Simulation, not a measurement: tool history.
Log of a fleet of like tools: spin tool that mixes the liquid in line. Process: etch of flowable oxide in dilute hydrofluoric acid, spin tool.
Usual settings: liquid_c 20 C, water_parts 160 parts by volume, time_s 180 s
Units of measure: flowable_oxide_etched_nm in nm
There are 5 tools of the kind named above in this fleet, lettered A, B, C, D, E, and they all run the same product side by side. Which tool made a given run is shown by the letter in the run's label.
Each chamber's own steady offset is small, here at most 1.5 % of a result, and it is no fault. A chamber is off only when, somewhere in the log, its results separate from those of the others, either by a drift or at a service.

run   hour  liquid_c  water_parts  time_s  hours since the thermometer was replaced  hours since the hydrofluoric acid flow meter was replaced  read-back film thickness of the flowable oxide reference wafer, read on the same gauge (nm)  flowable_oxide_etched_nm
 1D    5.4        20          160     180                                     880.8                                                       1303                                                                                       90.007                    20.066
 2E   10.7        20          160     180                                    1172.5                                                      186.7                                                                                       89.991                    20.235
 3C   16.7        20          160     180                                      25.5                                                      306.1                                                                                       90.001                    19.942
 4B   25.6        20          160     180                                    2400.7                                                      587.6                                                                                       89.986                    19.832
 5A   34.2        20          160     180                                      1050                                                      867.5                                                                                       90.003                    19.798
 6A   42.1        20          160     180                                    1057.9                                                      875.4                                                                                       90.004                    19.797
      45.7  -- chamber B: thermometer replaced
 7D   47.7        18          160      80                                     923.1                                                     1345.3                                                                                       90.015                    8.2533
 8B   51.8        18          160      80                                       6.1                                                      613.8                                                                                       90.002                    8.2456
 9E     56        18          160      80                                    1217.8                                                        232                                                                                       89.992                    8.3362
10C   62.2        18          160      80                                        71                                                      351.6                                                                                       90.002                    8.2175
11A   70.7        18          160      80                                    1086.5                                                        904                                                                                       90.027                    8.1268
12C   76.7        20          160     180                                      85.5                                                      366.1                                                                                       89.989                     19.94
13B   83.2        20          210     180                                      37.5                                                      645.2                                                                                       90.012                    14.482
      88.5  -- chamber B: hydrofluoric acid flow meter replaced
14E   91.4        20          210     180                                    1253.2                                                      267.4                                                                                       89.991                    14.619
15D   99.3        20          210     180                                     974.7                                                     1396.9                                                                                       89.998                    14.521
16E  105.7        20          210     180                                    1267.5                                                      281.7                                                                                       90.001                    14.607
17C  111.2        20          210     180                                       120                                                      400.6                                                                                       90.003                    14.454
18D  118.9        20          160     180                                     994.3                                                     1416.5                                                                                       90.017                    20.133
19B  127.4        20          160     180                                      81.7                                                       38.9                                                                                       89.992                    20.051
20A  134.5        17          135     180                                    1150.3                                                      967.8                                                                                        89.99                    21.477
21D  140.1        17          135     180                                    1015.5                                                     1437.7                                                                                       90.017                    21.695
22A  144.3        17          135     180                                    1160.1                                                      977.6                                                                                       89.986                    21.274
23C  150.4        17          135     180                                     159.2                                                      439.8                                                                                       89.975                     21.35
24E  155.6        17          135     180                                    1317.4                                                      331.6                                                                                       89.985                    21.213
25B  160.4      17.5          160     215                                     114.7                                                       71.9                                                                                       89.977                    21.573
26A    165      17.5          160     215                                    1180.8                                                      998.3                                                                                       89.975                    21.186
27C  169.3      17.5          160     215                                     178.1                                                      458.7                                                                                        89.99                    21.346
28D  177.7      17.5          160     215                                    1053.1                                                     1475.3                                                                                           90                    21.784
29E  183.2      17.5          160     215                                      1345                                                      359.2                                                                                       90.021                    20.957
30B  188.2        20          160     180                                     142.5                                                       99.7                                                                                       90.013                     19.99
31D  196.6        17          160     260                                      1072                                                     1494.2                                                                                       90.003                    25.953
32A  203.1        17          160     260                                    1218.9                                                     1036.4                                                                                       89.994                    25.558
33C  210.5        17          160     260                                     219.3                                                      499.9                                                                                       89.992                    25.441
34B    215        17          160     260                                     169.3                                                      126.5                                                                                       90.013                    25.412
35E  221.2        17          160     260                                      1383                                                      397.2                                                                                       90.005                    24.889

Which is it: a chamber that has drifted or been left off by a service, a gauge drift common to all chambers, or only each chamber's usual small offset? If a chamber is off, name it and its likeliest cause.

It is chamber E that slowly wanders off from its peers.
Likeliest cause: hydrofluoric acid flow below the setpoint (%) = 3.7.
With only this log, it may be confused with: liquid colder than its thermometer reads (K).

Here are 4 candidates for chamber E's next run, each the usual settings with a change, their results left as question marks. Which one brings its results back in line with what the others give on the usual settings?
Maximum distance from the other chambers' mean on the usual settings for a result to count as in line: flowable_oxide_etched_nm 0.38 nm
36E-1  227.7        20          160     185                                                                                                                                                                                                                           ?
36E-2  227.7        20          155     185                                                                                                                                                                                                                           ?
36E-3  227.7        20          165     175                                                                                                                                                                                                                           ?
36E-4  227.7        20          160     175                                                                                                                                                                                                                           ?

The mean the other chambers reach with the usual settings: flowable_oxide_etched_nm 19.934 nm
  run  flowable_oxide_etched_nm
36E-1                    19.738
36E-2                    20.474
36E-3                    18.016
36E-4                    18.671
The right change is 36E-1: it brings the chamber back within the allowed miss of the others.

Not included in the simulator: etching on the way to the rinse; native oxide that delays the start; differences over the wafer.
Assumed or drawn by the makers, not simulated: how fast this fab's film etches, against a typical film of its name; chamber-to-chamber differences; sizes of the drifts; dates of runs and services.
